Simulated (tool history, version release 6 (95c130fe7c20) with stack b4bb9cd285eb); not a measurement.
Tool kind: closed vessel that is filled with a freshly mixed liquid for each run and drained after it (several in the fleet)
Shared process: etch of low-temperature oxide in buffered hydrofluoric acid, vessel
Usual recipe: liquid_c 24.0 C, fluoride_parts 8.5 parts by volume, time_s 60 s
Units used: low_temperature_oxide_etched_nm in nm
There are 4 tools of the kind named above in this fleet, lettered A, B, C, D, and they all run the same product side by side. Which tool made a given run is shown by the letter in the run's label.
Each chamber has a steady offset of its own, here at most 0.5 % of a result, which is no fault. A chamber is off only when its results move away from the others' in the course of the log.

run,hour,liquid_c,fluoride_parts,time_s,"read-back film thickness of the low-temperature oxide reference wafer, read on the same gauge (nm)",low_temperature_oxide_etched_nm
1B,7.1,24.0,8.5,60,150.00,224.53
2D,19.4,24.0,8.5,60,149.99,224.40
3A,26.2,24.0,8.5,60,149.99,226.92
4C,35.1,24.0,8.5,60,150.01,228.14
5A,44.4,24.0,8.5,60,149.98,226.78
6D,59.1,24.0,8.5,60,149.97,222.97
7B,70.4,24.0,10.5,60,149.98,187.84
8C,81.3,24.0,10.5,60,149.98,191.20
9D,89.6,24.0,10.5,60,149.99,190.46
10B,96.0,24.0,10.5,60,150.01,186.31
# hour 109.0: chamber D: hydrofluoric acid flow meter replaced
11A,110.8,24.0,8.5,60,149.97,223.68
12C,124.1,24.0,8.5,60,150.03,228.61
13C,138.6,24.0,8.5,60,150.03,230.76
14D,146.0,24.0,8.5,60,150.01,221.49
15A,159.0,24.0,8.5,60,149.99,225.28
16B,171.2,24.0,8.5,60,150.02,226.06
# hour 174.8: chamber A: hydrofluoric acid flow meter replaced
17D,184.1,24.0,8.5,60,149.99,225.21
18A,197.0,24.0,8.5,60,149.97,226.29
19C,208.8,26.0,8.5,90,150.01,383.26
20B,216.9,26.0,8.5,90,149.98,371.48
# hour 225.0: chamber C: hydrofluoric acid flow meter replaced
21A,231.5,26.0,8.5,90,149.97,377.81
22D,243.8,26.0,8.5,90,149.98,379.66
23B,255.9,24.0,8.5,60,150.00,225.33
24C,264.8,24.0,8.5,60,149.99,232.56
25D,279.5,24.0,8.5,60,149.96,222.13
26B,287.5,24.0,8.5,60,150.00,222.10
27A,295.2,24.0,8.5,60,149.98,227.34
# hour 301.4: chamber B: thermometer replaced
28C,308.6,24.0,8.5,60,150.02,236.77
29A,321.7,24.0,8.5,60,150.03,224.66
30D,334.9,24.0,8.5,60,150.00,223.03
31B,342.6,27.5,7.0,60,150.01,333.56
32C,355.9,27.5,7.0,60,149.98,352.00
33C,362.3,27.5,7.0,60,150.01,358.44
34B,373.9,27.5,7.0,60,150.01,340.10
35A,381.8,24.0,8.5,60,149.98,228.20
36D,388.2,24.0,8.5,60,150.00,222.72
37C,396.1,24.0,8.5,60,149.98,241.92
38B,405.3,24.0,8.5,60,150.02,225.53
39D,413.4,24.0,8.5,60,150.01,226.86
40A,424.7,27.5,8.5,80,150.00,369.72
# hour 431.1: chamber A: thermometer replaced
41B,431.9,27.5,8.5,80,150.00,361.12
42C,446.7,27.5,8.5,80,150.01,391.69
43A,461.5,27.5,8.5,80,150.02,354.48

Predict what each chamber gives when all 4 of them run the settings below next.
44A,472.1,24.0,8.5,85,,?
44B,472.1,24.0,8.5,85,,?
44C,472.1,24.0,8.5,85,,?
44D,472.1,24.0,8.5,85,,?

run,low_temperature_oxide_etched_nm
44A,321.59
44B,313.10
44C,346.48
44D,319.15

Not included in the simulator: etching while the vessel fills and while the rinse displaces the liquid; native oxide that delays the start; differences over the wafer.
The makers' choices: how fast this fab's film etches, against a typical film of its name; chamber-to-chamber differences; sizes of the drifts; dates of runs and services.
